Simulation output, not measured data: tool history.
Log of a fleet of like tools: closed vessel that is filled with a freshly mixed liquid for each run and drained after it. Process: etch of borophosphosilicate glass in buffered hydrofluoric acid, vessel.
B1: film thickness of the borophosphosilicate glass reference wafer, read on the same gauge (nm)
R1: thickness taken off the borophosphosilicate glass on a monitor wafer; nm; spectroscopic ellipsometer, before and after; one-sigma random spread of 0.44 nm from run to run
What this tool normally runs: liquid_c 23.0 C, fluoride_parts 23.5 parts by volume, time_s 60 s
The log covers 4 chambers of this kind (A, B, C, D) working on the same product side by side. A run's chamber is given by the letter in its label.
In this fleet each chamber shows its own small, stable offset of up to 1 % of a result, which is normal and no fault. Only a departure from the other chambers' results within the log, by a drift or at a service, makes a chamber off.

{"run": "1C", "hour": 8.1, "liquid_c": 23.0, "fluoride_parts": 23.5, "time_s": 60, "B1": 120.01, "R1": 44.018}
{"run": "2A", "hour": 17.7, "liquid_c": 23.0, "fluoride_parts": 23.5, "time_s": 60, "B1": 119.99, "R1": 43.889}
{"run": "3B", "hour": 27.8, "liquid_c": 23.0, "fluoride_parts": 23.5, "time_s": 60, "B1": 119.99, "R1": 44.04}
{"run": "4D", "hour": 38.2, "liquid_c": 23.0, "fluoride_parts": 23.5, "time_s": 60, "B1": 119.99, "R1": 43.036}
{"run": "5B", "hour": 46.7, "liquid_c": 23.0, "fluoride_parts": 23.5, "time_s": 60, "B1": 119.98, "R1": 43.628}
{"hour": 51.2, "done": "chamber D: thermometer replaced"}
{"run": "6D", "hour": 56.4, "liquid_c": 23.0, "fluoride_parts": 23.5, "time_s": 60, "B1": 120.0, "R1": 43.275}
{"run": "7C", "hour": 63.9, "liquid_c": 23.0, "fluoride_parts": 23.5, "time_s": 60, "B1": 119.99, "R1": 43.912}
{"run": "8A", "hour": 72.2, "liquid_c": 23.0, "fluoride_parts": 23.5, "time_s": 60, "B1": 119.98, "R1": 43.822}
{"run": "9D", "hour": 77.7, "liquid_c": 26.5, "fluoride_parts": 28.0, "time_s": 60, "B1": 120.0, "R1": 46.106}
{"run": "10C", "hour": 84.4, "liquid_c": 26.5, "fluoride_parts": 28.0, "time_s": 60, "B1": 120.01, "R1": 46.827}
{"run": "11A", "hour": 93.2, "liquid_c": 26.5, "fluoride_parts": 28.0, "time_s": 60, "B1": 120.01, "R1": 47.756}
{"run": "12B", "hour": 101.7, "liquid_c": 26.5, "fluoride_parts": 28.0, "time_s": 60, "B1": 119.98, "R1": 46.995}
{"run": "13C", "hour": 108.2, "liquid_c": 23.0, "fluoride_parts": 23.5, "time_s": 60, "B1": 119.99, "R1": 44.251}
{"run": "14D", "hour": 116.5, "liquid_c": 23.0, "fluoride_parts": 23.5, "time_s": 60, "B1": 120.0, "R1": 43.394}
{"run": "15B", "hour": 121.3, "liquid_c": 23.0, "fluoride_parts": 23.5, "time_s": 60, "B1": 120.0, "R1": 44.062}
{"run": "16A", "hour": 129.1, "liquid_c": 23.0, "fluoride_parts": 23.5, "time_s": 60, "B1": 119.99, "R1": 43.877}
{"hour": 130.0, "done": "chamber A: hydrofluoric acid flow meter replaced"}
{"run": "17D", "hour": 139.6, "liquid_c": 23.0, "fluoride_parts": 23.5, "time_s": 60, "B1": 119.98, "R1": 43.616}
{"run": "18B", "hour": 146.3, "liquid_c": 23.0, "fluoride_parts": 23.5, "time_s": 60, "B1": 120.02, "R1": 43.29}
{"run": "19A", "hour": 156.7, "liquid_c": 23.0, "fluoride_parts": 23.5, "time_s": 60, "B1": 120.0, "R1": 43.248}
{"run": "20C", "hour": 163.9, "liquid_c": 23.0, "fluoride_parts": 23.5, "time_s": 60, "B1": 120.03, "R1": 42.895}
{"run": "21A", "hour": 173.6, "liquid_c": 18.5, "fluoride_parts": 23.5, "time_s": 60, "B1": 119.98, "R1": 34.857}
{"run": "22D", "hour": 179.4, "liquid_c": 18.5, "fluoride_parts": 23.5, "time_s": 60, "B1": 119.98, "R1": 33.891}
{"run": "23C", "hour": 187.0, "liquid_c": 18.5, "fluoride_parts": 23.5, "time_s": 60, "B1": 120.01, "R1": 33.353}
{"run": "24B", "hour": 191.8, "liquid_c": 18.5, "fluoride_parts": 23.5, "time_s": 60, "B1": 119.99, "R1": 33.737}
{"run": "25A", "hour": 199.1, "liquid_c": 23.0, "fluoride_parts": 23.5, "time_s": 60, "B1": 120.03, "R1": 44.974}
{"run": "26D", "hour": 206.9, "liquid_c": 23.0, "fluoride_parts": 23.5, "time_s": 60, "B1": 119.98, "R1": 43.428}
{"run": "27B", "hour": 214.5, "liquid_c": 23.0, "fluoride_parts": 23.5, "time_s": 60, "B1": 119.98, "R1": 44.076}
{"run": "28C", "hour": 224.9, "liquid_c": 23.0, "fluoride_parts": 23.5, "time_s": 60, "B1": 120.02, "R1": 42.574}
{"hour": 230.3, "done": "chamber B: thermometer replaced"}
{"run": "29B", "hour": 231.1, "liquid_c": 23.0, "fluoride_parts": 23.5, "time_s": 60, "B1": 119.99, "R1": 43.424}
{"run": "30C", "hour": 238.0, "liquid_c": 26.5, "fluoride_parts": 23.5, "time_s": 35, "B1": 120.0, "R1": 29.603}
{"run": "31D", "hour": 245.0, "liquid_c": 26.5, "fluoride_parts": 23.5, "time_s": 35, "B1": 120.0, "R1": 30.311}
{"run": "32A", "hour": 254.2, "liquid_c": 26.5, "fluoride_parts": 23.5, "time_s": 35, "B1": 120.01, "R1": 31.295}
{"run": "33C", "hour": 263.9, "liquid_c": 26.5, "fluoride_parts": 23.5, "time_s": 35, "B1": 120.0, "R1": 29.229}
{"run": "34D", "hour": 271.9, "liquid_c": 26.5, "fluoride_parts": 23.5, "time_s": 40, "B1": 120.01, "R1": 35.389}
{"run": "35A", "hour": 282.0, "liquid_c": 26.5, "fluoride_parts": 23.5, "time_s": 40, "B1": 120.0, "R1": 35.678}
{"run": "36B", "hour": 291.0, "liquid_c": 26.5, "fluoride_parts": 23.5, "time_s": 40, "B1": 119.99, "R1": 35.248}
{"run": "37D", "hour": 298.0, "liquid_c": 26.5, "fluoride_parts": 23.5, "time_s": 40, "B1": 120.01, "R1": 35.277}
{"run": "38C", "hour": 307.0, "liquid_c": 23.0, "fluoride_parts": 23.5, "time_s": 60, "B1": 120.01, "R1": 41.559}
{"run": "39B", "hour": 315.4, "liquid_c": 23.0, "fluoride_parts": 23.5, "time_s": 60, "B1": 119.99, "R1": 43.647}
{"run": "40A", "hour": 323.0, "liquid_c": 23.0, "fluoride_parts": 23.5, "time_s": 60, "B1": 119.98, "R1": 44.896}
{"run": "41C", "hour": 329.2, "liquid_c": 23.0, "fluoride_parts": 23.5, "time_s": 60, "B1": 119.99, "R1": 41.413}
{"run": "42B", "hour": 338.2, "liquid_c": 23.0, "fluoride_parts": 23.5, "time_s": 60, "B1": 120.0, "R1": 44.047}
{"run": "43D", "hour": 345.8, "liquid_c": 23.0, "fluoride_parts": 23.5, "time_s": 60, "B1": 120.0, "R1": 43.344}
{"run": "44A", "hour": 353.2, "liquid_c": 23.0, "fluoride_parts": 23.5, "time_s": 60, "B1": 120.0, "R1": 43.994}

Next, every chamber runs the same settings. What will each give?
{"run": "45A", "hour": 360.9, "liquid_c": 20.0, "fluoride_parts": 23.5, "time_s": 60, "R1": "?"}
{"run": "45B", "hour": 360.9, "liquid_c": 20.0, "fluoride_parts": 23.5, "time_s": 60, "R1": "?"}
{"run": "45C", "hour": 360.9, "liquid_c": 20.0, "fluoride_parts": 23.5, "time_s": 60, "R1": "?"}
{"run": "45D", "hour": 360.9, "liquid_c": 20.0, "fluoride_parts": 23.5, "time_s": 60, "R1": "?"}

run=45A R1=37.493
run=45B R1=36.828
run=45C R1=35.291
run=45D R1=36.422

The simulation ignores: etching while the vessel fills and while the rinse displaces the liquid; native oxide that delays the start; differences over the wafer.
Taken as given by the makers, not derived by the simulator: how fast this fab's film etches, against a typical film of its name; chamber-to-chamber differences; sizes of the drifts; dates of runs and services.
